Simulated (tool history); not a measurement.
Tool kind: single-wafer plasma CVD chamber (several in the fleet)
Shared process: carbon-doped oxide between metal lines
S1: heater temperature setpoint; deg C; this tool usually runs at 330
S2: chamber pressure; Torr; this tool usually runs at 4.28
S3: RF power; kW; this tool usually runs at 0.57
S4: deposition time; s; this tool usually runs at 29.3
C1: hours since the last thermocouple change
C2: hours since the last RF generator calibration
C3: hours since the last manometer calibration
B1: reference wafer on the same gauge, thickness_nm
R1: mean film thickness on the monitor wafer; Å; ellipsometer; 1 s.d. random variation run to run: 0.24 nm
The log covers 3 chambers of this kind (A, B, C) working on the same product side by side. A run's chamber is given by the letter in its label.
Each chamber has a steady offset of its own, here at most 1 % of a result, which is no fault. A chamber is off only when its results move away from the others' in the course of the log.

Run 1A, hour 7: usual settings; C1 270; C2 2071.5; C3 496.3; B1 158. Result: R1 1678.7 Å.
Run 2B, hour 11.8: usual settings; C1 1075.8; C2 1496.3; C3 799.6; B1 158.02. Result: R1 1710.5 Å.
Run 3C, hour 22.6: usual settings; C1 1572.8; C2 1738.7; C3 1994.8; B1 158.08. Result: R1 1696.5 Å.
Run 4B, hour 29.6: usual settings; C1 1093.6; C2 1514.1; C3 817.4; B1 158.09. Result: R1 1712.5 Å.
Run 5A, hour 34.8: usual settings; C1 297.8; C2 2099.3; C3 524.1; B1 158.09. Result: R1 1681.8 Å.
Run 6C, hour 43.6: usual settings; C1 1593.8; C2 1759.7; C3 2015.8; B1 158.2. Result: R1 1691.9 Å.
Run 7C, hour 51.7: usual settings; C1 1601.9; C2 1767.8; C3 2023.9; B1 158.11. Result: R1 1691.1 Å.
Run 8B, hour 58.2: usual settings; C1 1122.2; C2 1542.7; C3 846; B1 158.18. Result: R1 1710.6 Å.
Run 9A, hour 65.1: usual settings; C1 328.1; C2 2129.6; C3 554.4; B1 158.29. Result: R1 1679.7 Å.
Run 10C, hour 75.6: usual settings; C1 1625.8; C2 1791.7; C3 2047.8; B1 158.22. Result: R1 1694.7 Å.
Run 11B, hour 83.6: usual settings but S1 342 deg C, S3 0.655 kW; C1 1147.6; C2 1568.1; C3 871.4; B1 158.26. Result: R1 1799 Å.
Run 12A, hour 94.1: usual settings but S1 342 deg C, S3 0.655 kW; C1 357.1; C2 2158.6; C3 583.4; B1 158.28. Result: R1 1767.4 Å.
Run 13C, hour 103.4: usual settings but S1 342 deg C, S3 0.655 kW; C1 1653.6; C2 1819.5; C3 2075.6; B1 158.34. Result: R1 1783.9 Å.
Run 14A, hour 109.2: usual settings but S1 341 deg C, S2 4.83 Torr; C1 372.2; C2 2173.7; C3 598.5; B1 158.33. Result: R1 1652.7 Å.
Run 15B, hour 119.9: usual settings but S1 341 deg C, S2 4.83 Torr; C1 1183.9; C2 1604.4; C3 907.7; B1 158.39. Result: R1 1679.2 Å.
Run 16A, hour 127.8: usual settings but S1 341 deg C, S2 4.83 Torr; C1 390.8; C2 2192.3; C3 617.1; B1 158.44. Result: R1 1653.2 Å.
Run 17B, hour 135.9: usual settings; C1 1199.9; C2 1620.4; C3 923.7; B1 158.45. Result: R1 1712.8 Å.
Run 18C, hour 142: usual settings; C1 1692.2; C2 1858.1; C3 2114.2; B1 158.47. Result: R1 1699 Å.
Run 19B, hour 150.5: usual settings but S1 340 deg C, S4 27 s; C1 1214.5; C2 1635; C3 938.3; B1 158.55. Result: R1 1532 Å.
Run 20A, hour 156.9: usual settings but S1 340 deg C, S4 27 s; C1 419.9; C2 2221.4; C3 646.2; B1 158.49. Result: R1 1506.7 Å.
Run 21C, hour 163.4: usual settings but S1 340 deg C, S4 27 s; C1 1713.6; C2 1879.5; C3 2135.6; B1 158.54. Result: R1 1513.3 Å.
Run 22A, hour 172.9: usual settings; C1 435.9; C2 2237.4; C3 662.2; B1 158.54. Result: R1 1685 Å.
Run 23B, hour 183.1: usual settings; C1 1247.1; C2 1667.6; C3 970.9; B1 158.58. Result: R1 1721 Å.
Run 24C, hour 191.9: usual settings; C1 1742.1; C2 1908; C3 2164.1; B1 158.59. Result: R1 1698.5 Å.
Run 25B, hour 201.8: usual settings; C1 1265.8; C2 1686.3; C3 989.6; B1 158.7. Result: R1 1719.5 Å.
Run 26A, hour 209.5: usual settings but S2 4.76 Torr; C1 472.5; C2 2274; C3 698.8; B1 158.65. Result: R1 1708.3 Å.
Run 27C, hour 216.2: usual settings but S2 4.76 Torr; C1 1766.4; C2 1932.3; C3 2188.4; B1 158.68. Result: R1 1725.6 Å.
At hour 218.7: chamber B: capacitance manometer re-zeroed and calibrated.
Run 28B, hour 221.6: usual settings but S2 4.76 Torr; C1 1285.6; C2 1706.1; C3 3; B1 158.75. Result: R1 1742.8 Å.
Run 29C, hour 231.9: usual settings; C1 1782.1; C2 1948; C3 2204.1; B1 158.77. Result: R1 1701.1 Å.
Run 30A, hour 238.9: usual settings; C1 501.9; C2 2303.4; C3 728.2; B1 158.81. Result: R1 1687.8 Å.
Run 31A, hour 246.1: usual settings; C1 509.1; C2 2310.6; C3 735.4; B1 158.84. Result: R1 1692 Å.
Run 32B, hour 255.7: usual settings; C1 1319.7; C2 1740.2; C3 37.1; B1 158.86. Result: R1 1718.1 Å.
Run 33C, hour 261.2: usual settings; C1 1811.4; C2 1977.3; C3 2233.4; B1 158.9. Result: R1 1701.2 Å.
Run 34B, hour 270: usual settings but S3 0.49 kW; C1 1334; C2 1754.5; C3 51.4; B1 158.89. Result: R1 1559.6 Å.

Each of the 3 chambers runs these same settings next. Fill in every chamber's results:
Run 35A, hour 277.8: usual settings. Result: R1 ?.
Run 35B, hour 277.8: usual settings. Result: R1 ?.
Run 35C, hour 277.8: usual settings. Result: R1 ?.

run      R1
35A  1688.2
35B  1722.1
35C  1698.7

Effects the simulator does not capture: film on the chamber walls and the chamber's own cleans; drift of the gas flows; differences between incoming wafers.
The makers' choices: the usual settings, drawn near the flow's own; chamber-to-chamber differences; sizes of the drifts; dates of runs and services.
